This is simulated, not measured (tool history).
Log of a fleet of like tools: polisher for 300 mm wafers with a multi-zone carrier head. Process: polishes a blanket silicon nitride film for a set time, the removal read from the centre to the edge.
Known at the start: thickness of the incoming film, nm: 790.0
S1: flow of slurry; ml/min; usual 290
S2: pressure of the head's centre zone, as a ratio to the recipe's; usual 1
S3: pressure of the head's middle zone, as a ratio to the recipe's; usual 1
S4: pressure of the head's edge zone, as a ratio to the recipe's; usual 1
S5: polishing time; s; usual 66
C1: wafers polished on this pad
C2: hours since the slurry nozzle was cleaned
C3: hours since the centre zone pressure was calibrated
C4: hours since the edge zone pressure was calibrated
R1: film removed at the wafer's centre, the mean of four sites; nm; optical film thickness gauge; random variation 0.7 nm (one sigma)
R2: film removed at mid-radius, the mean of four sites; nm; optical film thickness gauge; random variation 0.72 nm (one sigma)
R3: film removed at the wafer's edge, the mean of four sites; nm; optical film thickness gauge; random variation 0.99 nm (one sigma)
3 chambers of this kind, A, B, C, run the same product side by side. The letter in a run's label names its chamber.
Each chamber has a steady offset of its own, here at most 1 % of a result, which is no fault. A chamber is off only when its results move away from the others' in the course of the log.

| run | hour | S1 | S2 | S3 | S4 | S5 | C1 | C2 | C3 | C4 | R1 | R2 | R3 |
|---|---|---|---|---|---|---|---|---|---|---|---|---|---|
| 1C | 3 | 290 | 1 | 1 | 1 | 66 | 282 | 88.4 | 105.1 | 847.7 | 92.557 | 91.782 | 91.835 |
| 2B | 5.1 | 290 | 1 | 1 | 1 | 66 | 520 | 175.2 | 130.2 | 307 | 92.207 | 93.027 | 93.159 |
|  | 6.1 | chamber A: worn pad replaced by a new one |
| 3A | 8.8 | 290 | 1 | 1 | 1 | 66 | 20 | 304.7 | 90.4 | 531.4 | 92.232 | 91.09 | 90.704 |
| 4C | 13.2 | 290 | 1 | 1 | 1 | 66 | 357 | 98.6 | 115.3 | 857.9 | 92.401 | 93.956 | 93.541 |
| 5B | 15.7 | 290 | 1 | 1 | 1 | 66 | 598 | 185.8 | 140.8 | 317.6 | 92.21 | 91.886 | 91.529 |
| 6A | 18.8 | 290 | 1 | 1 | 1 | 66 | 93 | 314.7 | 100.4 | 541.4 | 94.087 | 92.74 | 91.403 |
| 7A | 21.6 | 290 | 1 | 1 | 1 | 66 | 114 | 317.5 | 103.2 | 544.2 | 91.441 | 90.972 | 93.241 |
| 8B | 25 | 290 | 1 | 1 | 1 | 66 | 667 | 195.1 | 150.1 | 326.9 | 92.286 | 93.646 | 93.818 |
|  | 27.5 | chamber B: worn pad replaced by a new one |
| 9C | 28 | 290 | 1 | 1 | 1 | 66 | 466 | 113.4 | 130.1 | 872.7 | 93.883 | 92.537 | 92.233 |
| 10A | 30.8 | 290 | 1 | 1 | 1 | 66 | 182 | 326.7 | 112.4 | 553.4 | 91.483 | 92.656 | 92.708 |
| 11C | 34.4 | 290 | 1 | 1 | 1.1 | 66 | 513 | 119.8 | 136.5 | 879.1 | 92.822 | 92.46 | 98.021 |
| 12B | 38.4 | 290 | 1 | 1 | 1.1 | 66 | 80 | 208.5 | 163.5 | 340.3 | 90.76 | 92.449 | 98.874 |
| 13C | 43 | 290 | 1 | 1 | 1.1 | 66 | 577 | 128.4 | 145.1 | 887.7 | 92.276 | 92.912 | 96.585 |
| 14B | 46.7 | 290 | 1 | 1 | 1 | 66 | 141 | 216.8 | 171.8 | 348.6 | 92.657 | 93.67 | 91.816 |
| 15A | 49.3 | 290 | 1 | 1 | 1 | 66 | 318 | 345.2 | 130.9 | 571.9 | 93.265 | 92.687 | 93.211 |
| 16A | 52.8 | 290 | 1 | 1 | 1 | 66 | 344 | 348.7 | 134.4 | 575.4 | 92.358 | 92.823 | 91.476 |
| 17B | 57.1 | 290 | 1 | 1 | 1 | 66 | 218 | 227.2 | 182.2 | 359 | 92.603 | 92.209 | 92.492 |
| 18C | 61.7 | 290 | 1 | 1 | 1 | 66 | 715 | 147.1 | 163.8 | 906.4 | 92.462 | 92.829 | 91.595 |
| 19A | 65.2 | 290 | 1 | 1 | 1 | 66 | 436 | 361.1 | 146.8 | 587.8 | 91.469 | 91.97 | 92.922 |
| 20C | 68.1 | 290 | 1 | 1 | 1 | 66 | 762 | 153.5 | 170.2 | 912.8 | 92.611 | 93.207 | 90.566 |
| 21B | 70.4 | 290 | 1 | 1 | 1 | 45 | 316 | 240.5 | 195.5 | 372.3 | 62.563 | 62.559 | 63.495 |
| 22C | 74.8 | 290 | 1 | 1 | 1 | 45 | 811 | 160.2 | 176.9 | 919.5 | 64.029 | 63.56 | 62.892 |
| 23A | 77.8 | 290 | 1 | 1 | 1 | 45 | 529 | 373.7 | 159.4 | 600.4 | 62.082 | 62.945 | 63.447 |
| 24B | 82.1 | 290 | 1 | 0.89 | 1 | 47 | 402 | 252.2 | 207.2 | 384 | 65.602 | 59.002 | 66.267 |
| 25C | 84.7 | 290 | 1 | 0.89 | 1 | 47 | 884 | 170.1 | 186.8 | 929.4 | 65.154 | 58.792 | 65.866 |
| 26A | 88.5 | 290 | 1 | 0.89 | 1 | 47 | 608 | 384.4 | 170.1 | 611.1 | 65.219 | 58.53 | 64.682 |
| 27B | 91.1 | 290 | 1 | 1 | 1 | 66 | 469 | 261.2 | 216.2 | 393 | 92.049 | 91.9 | 93.926 |
| 28C | 93.5 | 290 | 1 | 1 | 1 | 66 | 949 | 178.9 | 195.6 | 938.2 | 91.74 | 94.116 | 90.782 |
| 29A | 95.9 | 290 | 1 | 1 | 1 | 66 | 662 | 391.8 | 177.5 | 618.5 | 92.574 | 92.888 | 91.252 |
| 30B | 99.4 | 290 | 1 | 1 | 1 | 66 | 530 | 269.5 | 224.5 | 401.3 | 92.084 | 93.424 | 94.804 |
| 31B | 101.4 | 290 | 1 | 1 | 1 | 66 | 545 | 271.5 | 226.5 | 403.3 | 91.775 | 92.465 | 93.648 |
| 32C | 105.1 | 290 | 1 | 1 | 1 | 66 | 1035 | 190.5 | 207.2 | 949.8 | 93.142 | 92.191 | 93.087 |
| 33A | 109.7 | 290 | 1 | 1 | 1 | 66 | 764 | 405.6 | 191.3 | 632.3 | 92.364 | 92.117 | 92.703 |
| 34B | 114.1 | 290 | 1 | 1 | 1 | 66 | 639 | 284.2 | 239.2 | 416 | 93.486 | 91.591 | 94.724 |
| 35C | 118.4 | 290 | 1 | 1 | 1 | 66 | 1133 | 203.8 | 220.5 | 963.1 | 92.657 | 92.283 | 90.676 |
| 36A | 122.7 | 290 | 1 | 1 | 1 | 66 | 860 | 418.6 | 204.3 | 645.3 | 91.03 | 92.768 | 91.2 |
| 37C | 126.5 | 290 | 1 | 1 | 1 | 66 | 1193 | 211.9 | 228.6 | 971.2 | 92.116 | 92.95 | 92.936 |
|  | 126.9 | chamber B: worn pad replaced by a new one |
| 38B | 131 | 290 | 1 | 1 | 1 | 66 | 30 | 301.1 | 256.1 | 432.9 | 93.162 | 92.352 | 92.376 |
| 39A | 134.5 | 195 | 1 | 1.12 | 1 | 66 | 947 | 430.4 | 216.1 | 657.1 | 87.077 | 98.077 | 89.674 |
| 40A | 136.6 | 195 | 1 | 1.12 | 1 | 66 | 962 | 432.5 | 218.2 | 659.2 | 87.792 | 97.783 | 87.796 |

Next, every chamber runs the same settings. What will each give?
| 41A | 139.9 | 290 | 1 | 1 | 1 | 66 |  |  |  |  | ? | ? | ? |
| 41B | 139.9 | 290 | 1 | 1 | 1 | 66 |  |  |  |  | ? | ? | ? |
| 41C | 139.9 | 290 | 1 | 1 | 1 | 66 |  |  |  |  | ? | ? | ? |

| run | R1 | R2 | R3 |
|---|---|---|---|
| 41A | 92.638 | 92.366 | 93.24 |
| 41B | 91.165 | 93.215 | 91.407 |
| 41C | 93.441 | 93.378 | 92.929 |

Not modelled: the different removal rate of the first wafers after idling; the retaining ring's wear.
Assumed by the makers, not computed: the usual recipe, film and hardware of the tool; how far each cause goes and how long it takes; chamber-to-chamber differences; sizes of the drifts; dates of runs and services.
